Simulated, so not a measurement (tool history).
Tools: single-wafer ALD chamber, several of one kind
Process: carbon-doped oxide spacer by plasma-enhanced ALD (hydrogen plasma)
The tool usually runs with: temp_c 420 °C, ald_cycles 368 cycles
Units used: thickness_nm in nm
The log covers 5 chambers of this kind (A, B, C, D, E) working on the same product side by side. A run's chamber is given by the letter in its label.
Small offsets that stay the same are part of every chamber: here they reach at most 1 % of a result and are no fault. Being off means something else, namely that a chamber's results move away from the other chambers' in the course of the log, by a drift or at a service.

run	hour	temp_c	ald_cycles	hours since the last thermocouple change	read-back reference wafer on the same gauge, thickness_nm	thickness_nm
1E	12.5	420	368	313.9	18.600	17.176
2A	23.4	420	368	2019.3	18.596	17.289
3C	30.9	420	368	2016.8	18.597	17.292
4D	38.7	420	368	221.4	18.590	17.133
5B	51.1	420	368	1004.7	18.581	17.369
6B	57.3	428	322	1010.9	18.586	14.778
7D	68.2	428	322	250.9	18.582	14.586
# hour 71.3: chamber C: thermocouple changed; heater temperature recalibrated
8E	79.4	428	322	380.8	18.586	14.650
9C	85.9	428	322	14.7	18.577	14.748
10A	94.4	428	322	2090.3	18.577	14.719
11E	105.9	420	368	407.3	18.574	17.162
12C	116.0	420	368	44.8	18.573	17.271
13B	122.2	420	368	1075.8	18.570	17.363
14A	130.9	434	368	2126.8	18.567	16.476
15D	142.2	434	368	324.9	18.565	16.385
16B	150.0	434	368	1103.6	18.568	16.587
17C	161.7	434	368	90.5	18.565	16.483
18E	172.5	434	368	473.9	18.557	16.386
19A	183.2	420	368	2179.1	18.566	17.221
20D	189.8	420	368	372.5	18.559	17.098
21C	198.0	420	368	126.8	18.552	17.259
22D	206.6	420	368	389.3	18.543	17.071
23B	216.2	428	368	1169.8	18.553	16.836
24E	225.4	428	368	526.8	18.544	16.684
25A	236.0	428	368	2231.9	18.542	16.845
26B	248.3	428	368	1201.9	18.540	16.874
27C	254.4	428	368	183.2	18.545	16.788
28E	265.9	420	368	567.3	18.536	17.169
29D	273.4	420	368	456.1	18.541	17.050
30A	286.1	420	318	2282.0	18.535	14.910
31A	294.1	420	318	2290.0	18.527	14.900
32D	306.1	420	318	488.8	18.528	14.751
33E	313.0	420	318	614.4	18.527	14.819
34B	325.9	420	318	1279.5	18.530	14.957
35C	338.9	407	432	267.7	18.521	21.043
36D	347.2	407	432	529.9	18.518	20.855
37A	358.6	407	432	2354.5	18.514	20.986
38C	370.8	407	432	299.6	18.515	21.057
39E	377.7	407	432	679.1	18.516	20.929
40B	386.8	420	368	1340.4	18.515	17.306
41D	399.0	420	368	581.7	18.510	16.999
42B	409.5	420	368	1363.1	18.507	17.335

Each of the 5 chambers runs these same settings next. Fill in every chamber's results:
43A	419.0	427	368			?
43B	419.0	427	368			?
43C	419.0	427	368			?
43D	419.0	427	368			?
43E	419.0	427	368			?

run	thickness_nm
43A	16.785
43B	16.929
43C	16.820
43D	16.669
43E	16.718

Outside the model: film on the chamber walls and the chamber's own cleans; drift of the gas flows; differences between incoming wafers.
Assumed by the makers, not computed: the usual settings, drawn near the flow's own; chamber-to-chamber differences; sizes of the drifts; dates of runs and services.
